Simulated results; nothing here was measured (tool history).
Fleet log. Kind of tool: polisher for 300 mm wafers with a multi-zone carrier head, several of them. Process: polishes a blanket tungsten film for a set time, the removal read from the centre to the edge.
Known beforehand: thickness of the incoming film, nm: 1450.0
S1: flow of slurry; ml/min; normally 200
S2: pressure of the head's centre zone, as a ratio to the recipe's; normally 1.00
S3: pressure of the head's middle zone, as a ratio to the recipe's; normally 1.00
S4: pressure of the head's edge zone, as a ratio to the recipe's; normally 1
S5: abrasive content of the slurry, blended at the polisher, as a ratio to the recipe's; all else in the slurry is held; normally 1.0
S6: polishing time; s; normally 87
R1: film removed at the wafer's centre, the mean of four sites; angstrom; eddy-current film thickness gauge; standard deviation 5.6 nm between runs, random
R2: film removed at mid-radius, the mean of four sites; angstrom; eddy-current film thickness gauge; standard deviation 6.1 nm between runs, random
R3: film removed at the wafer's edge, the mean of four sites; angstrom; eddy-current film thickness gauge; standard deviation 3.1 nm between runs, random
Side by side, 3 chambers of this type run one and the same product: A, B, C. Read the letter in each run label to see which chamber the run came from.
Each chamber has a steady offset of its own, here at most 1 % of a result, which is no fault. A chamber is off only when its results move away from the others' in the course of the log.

run	hour	S1	S2	S3	S4	S5	S6	R1	R2	R3
1C	7.1	200	1.00	1.00	1	1.0	87	4759.0	4673.9	4715.3
# hour 9.6: chamber C: worn pad replaced by a new one
2B	14.6	200	1.00	1.00	1	1.0	87	4738.0	4708.2	4722.5
3A	19.8	200	1.00	1.00	1	1.0	87	4861.4	4749.0	4775.3
4B	29.3	200	1.00	1.00	1	1.0	87	4739.2	4640.7	4778.2
5C	38.3	200	1.00	1.00	1	1.0	87	4714.1	4703.2	4690.7
6A	45.7	200	0.94	1.08	1	1.0	87	4569.3	5119.9	4778.9
7C	50.5	200	0.94	1.08	1	1.0	87	4395.3	5126.8	4734.4
8B	55.7	200	0.94	1.08	1	1.0	87	4452.4	5008.2	4795.8
# hour 62.3: chamber A: centre zone pressure recalibrated
9A	62.5	200	1.00	1.00	1	1.0	87	4701.0	4857.1	4796.9
# hour 66.6: chamber C: worn pad replaced by a new one
10C	68.1	200	1.00	1.00	1	1.0	87	4759.0	4736.5	4727.3
# hour 69.9: chamber B: edge zone pressure recalibrated
# hour 71.4: chamber A: worn pad replaced by a new one
11B	76.9	200	1.00	1.00	1	1.0	101	5506.6	5415.6	5559.9
12A	86.3	200	1.00	1.00	1	1.0	101	5633.7	5663.3	5521.1
13B	94.1	200	1.00	1.00	1	1.0	101	5342.0	5310.3	5437.9
14C	101.5	200	1.00	1.00	1	1.0	87	4719.0	4703.4	4676.2
15A	107.8	200	1.00	1.00	1	1.0	87	4779.6	4761.6	4853.5
16B	112.5	200	1.00	1.00	1	1.0	87	4603.8	4561.2	4664.7
17C	120.6	200	1.00	1.00	1	1.0	87	4708.8	4768.6	4617.7
18A	126.9	200	1.00	1.00	1	1.0	115	6335.0	6260.8	6332.4
# hour 130.5: chamber C: worn pad replaced by a new one
19B	132.7	200	1.00	1.00	1	1.0	115	5983.5	6163.8	6092.2
20C	137.3	200	1.00	1.00	1	1.0	115	6415.8	6322.4	6279.8
21A	145.8	200	1.00	1.00	1	1.0	87	4765.2	4776.5	4770.5
22B	153.3	200	1.00	1.00	1	1.0	87	4498.0	4552.0	4652.6
23A	158.1	200	1.00	1.06	1	1.0	87	4769.6	5111.2	4862.9
24C	164.0	200	1.00	1.06	1	1.0	87	4699.4	4889.9	4662.2
25A	171.1	200	1.00	1.06	1	1.0	87	4731.0	5026.1	4717.0
26C	177.2	200	1.00	1.00	1	1.0	87	4865.7	4569.6	4681.4
27B	185.4	200	1.00	1.00	1	1.0	87	4453.4	4451.1	4480.2
28B	193.3	200	1.00	1.00	1	1.0	87	4422.0	4530.9	4474.1
# hour 194.1: chamber C: worn pad replaced by a new one
29A	201.2	200	1.00	1.00	1	1.0	87	4814.6	4843.7	4798.3
# hour 205.2: chamber A: slurry nozzle cleaned
30C	207.7	200	1.00	1.00	1	1.0	87	4652.7	4754.6	4731.5
# hour 209.3: chamber C: slurry nozzle cleaned
31B	212.2	200	1.00	1.00	1	1.0	87	4459.4	4442.8	4501.7
32C	220.0	200	1.00	1.00	1	1.0	87	4635.2	4737.9	4688.3
33A	226.2	200	1.05	1.00	1	0.8	87	4796.5	4607.9	4597.1
# hour 232.7: chamber A: worn pad replaced by a new one
34A	234.0	200	1.05	1.00	1	0.8	87	4817.7	4569.8	4494.3
# hour 235.0: chamber A: edge zone pressure recalibrated
35B	240.4	200	1.05	1.00	1	0.8	87	4399.5	4140.0	4151.2
# hour 246.6: chamber C: worn pad replaced by a new one
36C	246.8	200	1.00	1.00	1	1.0	87	4715.4	4768.0	4687.5
37C	254.3	200	1.00	1.10	1	1.0	100	5394.8	5948.3	5385.3
38A	259.0	200	1.00	1.10	1	1.0	100	5516.2	5958.4	5450.3
39B	265.6	200	1.00	1.10	1	1.0	100	4952.0	5446.5	4940.2
40A	270.3	200	1.00	1.00	1	1.0	87	4774.9	4868.7	4745.5
41B	277.0	200	1.00	1.00	1	1.0	87	4252.9	4200.2	4281.5
42C	283.7	200	1.00	1.00	1	1.0	87	4710.2	4786.8	4705.8
43B	291.7	200	1.06	1.00	1	1.0	87	4492.3	4230.6	4315.3
44C	297.1	200	1.06	1.00	1	1.0	87	4988.2	4737.3	4629.4

Each of the 3 chambers runs these same settings next. Fill in every chamber's results:
45A	304.0	200	1.00	1.00	1	1.0	68	?	?	?
45B	304.0	200	1.00	1.00	1	1.0	68	?	?	?
45C	304.0	200	1.00	1.00	1	1.0	68	?	?	?

run	R1	R2	R3
45A	3695.9	3812.7	3718.9
45B	3313.1	3213.9	3332.2
45C	3731.7	3730.4	3648.0

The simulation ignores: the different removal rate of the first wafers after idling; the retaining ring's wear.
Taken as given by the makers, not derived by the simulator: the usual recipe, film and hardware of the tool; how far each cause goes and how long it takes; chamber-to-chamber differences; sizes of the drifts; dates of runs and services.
